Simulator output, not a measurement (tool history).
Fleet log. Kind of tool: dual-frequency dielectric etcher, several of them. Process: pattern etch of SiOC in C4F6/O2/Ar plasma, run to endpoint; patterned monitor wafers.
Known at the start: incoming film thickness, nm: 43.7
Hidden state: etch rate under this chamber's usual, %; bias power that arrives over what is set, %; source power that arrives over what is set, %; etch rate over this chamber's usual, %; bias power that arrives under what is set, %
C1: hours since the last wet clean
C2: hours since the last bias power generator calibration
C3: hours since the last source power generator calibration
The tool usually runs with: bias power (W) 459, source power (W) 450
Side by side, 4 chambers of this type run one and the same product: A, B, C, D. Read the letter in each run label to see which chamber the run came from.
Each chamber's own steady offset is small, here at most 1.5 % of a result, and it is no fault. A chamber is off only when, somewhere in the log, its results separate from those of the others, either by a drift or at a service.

Run 1D, hour 5.9: usual settings; C1 190.8; C2 164.2; C3 3099.6. Result: endpoint time (s) 14.394.
Run 2B, hour 12.6: usual settings; C1 141.6; C2 1247.9; C3 785.0. Result: endpoint time (s) 14.518.
Run 3C, hour 23.8: usual settings; C1 210.2; C2 1800.7; C3 472.9. Result: endpoint time (s) 14.623.
Run 4A, hour 35.5: usual settings; C1 245.6; C2 1380.5; C3 814.5. Result: endpoint time (s) 14.659.
Run 5C, hour 47.5: usual settings; C1 233.9; C2 1824.4; C3 496.6. Result: endpoint time (s) 14.684.
Run 6A, hour 53.1: usual settings; C1 263.2; C2 1398.1; C3 832.1. Result: endpoint time (s) 14.782.
Run 7B, hour 60.0: usual settings; C1 189.0; C2 1295.3; C3 832.4. Result: endpoint time (s) 14.499.
Run 8D, hour 69.4: usual settings but bias power (W) 541, source power (W) 350; C1 254.3; C2 227.7; C3 3163.1. Result: endpoint time (s) 15.006.
Run 9C, hour 81.3: usual settings but bias power (W) 541, source power (W) 350; C1 267.7; C2 1858.2; C3 530.4. Result: endpoint time (s) 15.063.
Run 10A, hour 89.4: usual settings but bias power (W) 541, source power (W) 350; C1 299.5; C2 1434.4; C3 868.4. Result: endpoint time (s) 15.092.
Run 11B, hour 99.3: usual settings but bias power (W) 541, source power (W) 350; C1 228.3; C2 1334.6; C3 871.7. Result: endpoint time (s) 15.089.
Run 12D, hour 107.6: usual settings; C1 292.5; C2 265.9; C3 3201.3. Result: endpoint time (s) 14.594.
Run 13B, hour 117.3: usual settings; C1 246.3; C2 1352.6; C3 889.7. Result: endpoint time (s) 14.588.
Run 14A, hour 126.9: usual settings; C1 337.0; C2 1471.9; C3 905.9. Result: endpoint time (s) 14.730.
At hour 127.9: chamber D: source power generator calibrated.
Run 15D, hour 137.2: usual settings; C1 322.1; C2 295.5; C3 9.4. Result: endpoint time (s) 14.548.
Run 16C, hour 148.9: usual settings; C1 335.3; C2 1925.8; C3 598.0. Result: endpoint time (s) 14.548.
Run 17D, hour 157.2: usual settings; C1 342.1; C2 315.5; C3 29.4. Result: endpoint time (s) 14.649.
Run 18B, hour 168.2: usual settings; C1 297.2; C2 1403.5; C3 940.6. Result: endpoint time (s) 14.620.
Run 19C, hour 179.2: usual settings; C1 365.6; C2 1956.1; C3 628.3. Result: endpoint time (s) 14.458.
Run 20A, hour 190.0: usual settings; C1 400.1; C2 1535.0; C3 969.0. Result: endpoint time (s) 14.753.
Run 21A, hour 195.5: usual settings; C1 405.6; C2 1540.5; C3 974.5. Result: endpoint time (s) 14.808.
Run 22D, hour 205.0: usual settings; C1 389.9; C2 363.3; C3 77.2. Result: endpoint time (s) 14.591.
Run 23B, hour 210.8: usual settings; C1 339.8; C2 1446.1; C3 983.2. Result: endpoint time (s) 14.632.
At hour 219.0: chamber B: wet clean of the chamber.
Run 24C, hour 221.4: usual settings; C1 407.8; C2 1998.3; C3 670.5. Result: endpoint time (s) 14.301.
Run 25C, hour 229.9: usual settings; C1 416.3; C2 2006.8; C3 679.0. Result: endpoint time (s) 14.272.
Run 26A, hour 240.1: usual settings; C1 450.2; C2 1585.1; C3 1019.1. Result: endpoint time (s) 14.683.
Run 27D, hour 250.4: usual settings; C1 435.3; C2 408.7; C3 122.6. Result: endpoint time (s) 14.529.
Run 28B, hour 256.3: usual settings; C1 37.4; C2 1491.6; C3 1028.7. Result: endpoint time (s) 14.597.
Run 29B, hour 264.8: usual settings but bias power (W) 398, source power (W) 410; C1 45.9; C2 1500.1; C3 1037.2. Result: endpoint time (s) 15.912.
Run 30C, hour 273.2: usual settings but bias power (W) 398, source power (W) 410; C1 459.6; C2 2050.1; C3 722.3. Result: endpoint time (s) 15.537.
Run 31A, hour 284.6: usual settings but bias power (W) 398, source power (W) 410; C1 494.7; C2 1629.6; C3 1063.6. Result: endpoint time (s) 16.089.
Run 32D, hour 295.6: usual settings but bias power (W) 398, source power (W) 410; C1 480.5; C2 453.9; C3 167.8. Result: endpoint time (s) 15.812.
Run 33A, hour 303.3: usual settings; C1 513.4; C2 1648.3; C3 1082.3. Result: endpoint time (s) 14.716.
Run 34D, hour 314.4: usual settings but bias power (W) 382; C1 499.3; C2 472.7; C3 186.6. Result: endpoint time (s) 15.761.
Run 35C, hour 321.7: usual settings but bias power (W) 382; C1 508.1; C2 2098.6; C3 770.8. Result: endpoint time (s) 15.093.
Run 36B, hour 331.1: usual settings but bias power (W) 382; C1 112.2; C2 1566.4; C3 1103.5. Result: endpoint time (s) 15.550.
Run 37A, hour 343.2: usual settings but bias power (W) 382; C1 553.3; C2 1688.2; C3 1122.2. Result: endpoint time (s) 15.680.
At hour 349.1: chamber D: wet clean of the chamber.
Run 38B, hour 350.3: usual settings; C1 131.4; C2 1585.6; C3 1122.7. Result: endpoint time (s) 14.552.
Run 39C, hour 356.5: usual settings; C1 542.9; C2 2133.4; C3 805.6. Result: endpoint time (s) 13.996.
Run 40D, hour 364.7: usual settings but bias power (W) 535, source power (W) 390; C1 15.7; C2 523.0; C3 236.9. Result: endpoint time (s) 14.531.
Run 41B, hour 371.6: usual settings but bias power (W) 535, source power (W) 390; C1 152.7; C2 1606.9; C3 1144.0. Result: endpoint time (s) 14.461.
Run 42A, hour 377.3: usual settings but bias power (W) 535, source power (W) 390; C1 587.4; C2 1722.3; C3 1156.3. Result: endpoint time (s) 14.680.
Run 43C, hour 387.1: usual settings but bias power (W) 535, source power (W) 390; C1 573.5; C2 2164.0; C3 836.2. Result: endpoint time (s) 13.933.
Run 44D, hour 395.8: usual settings; C1 46.8; C2 554.1; C3 268.0. Result: endpoint time (s) 14.500.

Is one chamber off against the others, does the gauge drift, or is nothing wrong? If a chamber is off, say which, and what the likeliest cause is.

It is chamber C that slowly wanders off from its peers.
What lies behind it: etch rate over this chamber's usual, % = 5.38.

Below are 4 candidate recipes for chamber C's next run, each the usual settings with a change, their results shown as question marks. Which of them brings C's results back in line with what the other chambers give on the usual settings?
In-line tolerance around the mean of the other chambers on the usual settings: endpoint time (s) 0.230
Run 45C-1, hour 404.8: usual settings but source power (W) 390. Result: endpoint time (s) ?.
Run 45C-2, hour 404.8: usual settings but bias power (W) 604. Result: endpoint time (s) ?.
Run 45C-3, hour 404.8: usual settings but bias power (W) 529. Result: endpoint time (s) ?.
Run 45C-4, hour 404.8: usual settings but bias power (W) 392, source power (W) 390. Result: endpoint time (s) ?.

Average result of the remaining chambers running the usual settings: endpoint time (s) 14.614
  run  endpoint time (s)
45C-1             14.569
45C-2             12.456
45C-3             13.102
45C-4             15.443
The right change is 45C-1: it brings the chamber back within the allowed miss of the others.

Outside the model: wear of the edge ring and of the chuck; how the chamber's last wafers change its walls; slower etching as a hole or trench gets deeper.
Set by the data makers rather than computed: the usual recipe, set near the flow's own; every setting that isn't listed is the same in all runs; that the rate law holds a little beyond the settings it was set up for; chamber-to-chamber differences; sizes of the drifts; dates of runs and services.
